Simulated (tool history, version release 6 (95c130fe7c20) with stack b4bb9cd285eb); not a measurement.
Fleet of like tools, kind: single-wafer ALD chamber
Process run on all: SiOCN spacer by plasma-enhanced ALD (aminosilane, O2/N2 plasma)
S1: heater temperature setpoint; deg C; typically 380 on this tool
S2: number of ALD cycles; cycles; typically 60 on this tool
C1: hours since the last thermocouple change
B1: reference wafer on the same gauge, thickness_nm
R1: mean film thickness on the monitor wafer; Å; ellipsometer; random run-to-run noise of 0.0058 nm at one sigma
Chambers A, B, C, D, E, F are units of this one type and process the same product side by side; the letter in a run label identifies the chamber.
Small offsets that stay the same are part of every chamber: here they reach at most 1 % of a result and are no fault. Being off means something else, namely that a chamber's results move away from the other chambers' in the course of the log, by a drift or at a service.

{"run": "1B", "day": 0.3, "S1": 380, "S2": 60, "C1": 434.8, "B1": 3.8505, "R1": 36.325}
{"run": "2F", "day": 0.8, "S1": 380, "S2": 60, "C1": 1774, "B1": 3.8511, "R1": 36.388}
{"run": "3C", "day": 1.146, "S1": 380, "S2": 60, "C1": 1323.2, "B1": 3.8499, "R1": 36.422}
{"run": "4E", "day": 1.521, "S1": 380, "S2": 60, "C1": 1742.7, "B1": 3.8518, "R1": 36.018}
{"run": "5D", "day": 1.908, "S1": 380, "S2": 60, "C1": 301, "B1": 3.8514, "R1": 36.084}
{"run": "6A", "day": 2.267, "S1": 380, "S2": 60, "C1": 101.8, "B1": 3.8543, "R1": 36.164}
{"run": "7A", "day": 2.692, "S1": 380, "S2": 60, "C1": 112, "B1": 3.8551, "R1": 36.019}
{"run": "8E", "day": 3.088, "S1": 380, "S2": 60, "C1": 1780.3, "B1": 3.8553, "R1": 36.01}
{"run": "9B", "day": 3.417, "S1": 374, "S2": 71, "C1": 509.6, "B1": 3.8554, "R1": 42.924}
{"run": "10C", "day": 3.746, "S1": 374, "S2": 71, "C1": 1385.6, "B1": 3.8559, "R1": 42.955}
{"run": "11D", "day": 4.046, "S1": 374, "S2": 71, "C1": 352.3, "B1": 3.8559, "R1": 42.632}
{"run": "12F", "day": 4.408, "S1": 374, "S2": 71, "C1": 1860.6, "B1": 3.8558, "R1": 43.072}
{"run": "13F", "day": 4.783, "S1": 374, "S2": 71, "C1": 1869.6, "B1": 3.8563, "R1": 43.119}
{"run": "14A", "day": 5.2, "S1": 374, "S2": 71, "C1": 172.2, "B1": 3.8586, "R1": 42.811}
{"run": "15D", "day": 5.429, "S1": 380, "S2": 60, "C1": 385.5, "B1": 3.8578, "R1": 36.077}
{"run": "16C", "day": 5.767, "S1": 391, "S2": 60, "C1": 1434.1, "B1": 3.8582, "R1": 36.475}
{"run": "17B", "day": 6.008, "S1": 391, "S2": 60, "C1": 571.8, "B1": 3.859, "R1": 36.312}
{"run": "18E", "day": 6.479, "S1": 391, "S2": 60, "C1": 1861.7, "B1": 3.8597, "R1": 36.034}
{"run": "19B", "day": 6.883, "S1": 391, "S2": 60, "C1": 592.8, "B1": 3.8601, "R1": 36.311}
{"run": "20E", "day": 7.258, "S1": 391, "S2": 60, "C1": 1880.4, "B1": 3.8633, "R1": 36.058}
{"run": "21F", "day": 7.579, "S1": 391, "S2": 60, "C1": 1936.7, "B1": 3.8626, "R1": 36.393}
{"run": "22D", "day": 7.871, "S1": 380, "S2": 60, "C1": 444.1, "B1": 3.8612, "R1": 36.117}
{"run": "23A", "day": 8.183, "S1": 380, "S2": 60, "C1": 243.8, "B1": 3.8633, "R1": 36.272}
{"run": "24C", "day": 8.475, "S1": 380, "S2": 60, "C1": 1499.1, "B1": 3.8651, "R1": 36.558}
{"run": "25F", "day": 8.879, "S1": 380, "S2": 60, "C1": 1967.9, "B1": 3.8641, "R1": 36.45}
{"run": "26E", "day": 9.183, "S1": 380, "S2": 60, "C1": 1926.6, "B1": 3.8654, "R1": 36.105}
{"run": "27C", "day": 9.525, "S1": 380, "S2": 60, "C1": 1524.3, "B1": 3.8648, "R1": 36.522}
{"run": "28A", "day": 10.025, "S1": 380, "S2": 60, "C1": 288, "B1": 3.8662, "R1": 36.167}
{"run": "29B", "day": 10.412, "S1": 380, "S2": 60, "C1": 677.5, "B1": 3.8665, "R1": 36.363}
{"run": "30D", "day": 10.862, "S1": 380, "S2": 60, "C1": 515.9, "B1": 3.8676, "R1": 36.152}
{"run": "31F", "day": 11.317, "S1": 380, "S2": 60, "C1": 2026.4, "B1": 3.8677, "R1": 36.464}
{"run": "32C", "day": 11.554, "S1": 380, "S2": 60, "C1": 1573, "B1": 3.8679, "R1": 36.611}
{"run": "33A", "day": 11.792, "S1": 372, "S2": 55, "C1": 330.4, "B1": 3.8688, "R1": 33.162}
{"run": "34E", "day": 12.292, "S1": 372, "S2": 55, "C1": 2001.2, "B1": 3.8702, "R1": 33.19}
{"run": "35B", "day": 12.662, "S1": 372, "S2": 55, "C1": 731.5, "B1": 3.8691, "R1": 33.392}
{"day": 13.008, "done": "chamber E: thermocouple changed; heater temperature recalibrated"}
{"run": "36D", "day": 13.167, "S1": 372, "S2": 55, "C1": 571.2, "B1": 3.8703, "R1": 33.174}
{"run": "37E", "day": 13.554, "S1": 372, "S2": 55, "C1": 13.1, "B1": 3.8709, "R1": 33.075}
{"run": "38A", "day": 13.992, "S1": 372, "S2": 55, "C1": 383.2, "B1": 3.8723, "R1": 33.224}
{"run": "39C", "day": 14.338, "S1": 380, "S2": 60, "C1": 1639.8, "B1": 3.8735, "R1": 36.532}
{"run": "40F", "day": 14.625, "S1": 380, "S2": 60, "C1": 2105.8, "B1": 3.8741, "R1": 36.621}
{"run": "41D", "day": 14.929, "S1": 380, "S2": 60, "C1": 613.5, "B1": 3.8742, "R1": 36.29}
{"run": "42B", "day": 15.35, "S1": 370, "S2": 60, "C1": 796, "B1": 3.874, "R1": 36.451}

What goes on in this fleet: one chamber off, a drifting gauge, or nothing beyond the chambers' own small offsets? Name the chamber and the cause, if any.

Gauge drift. The chambers move together only on paper, and none stands off.
Most likely cause: gauge reads high (%) = 0.653.
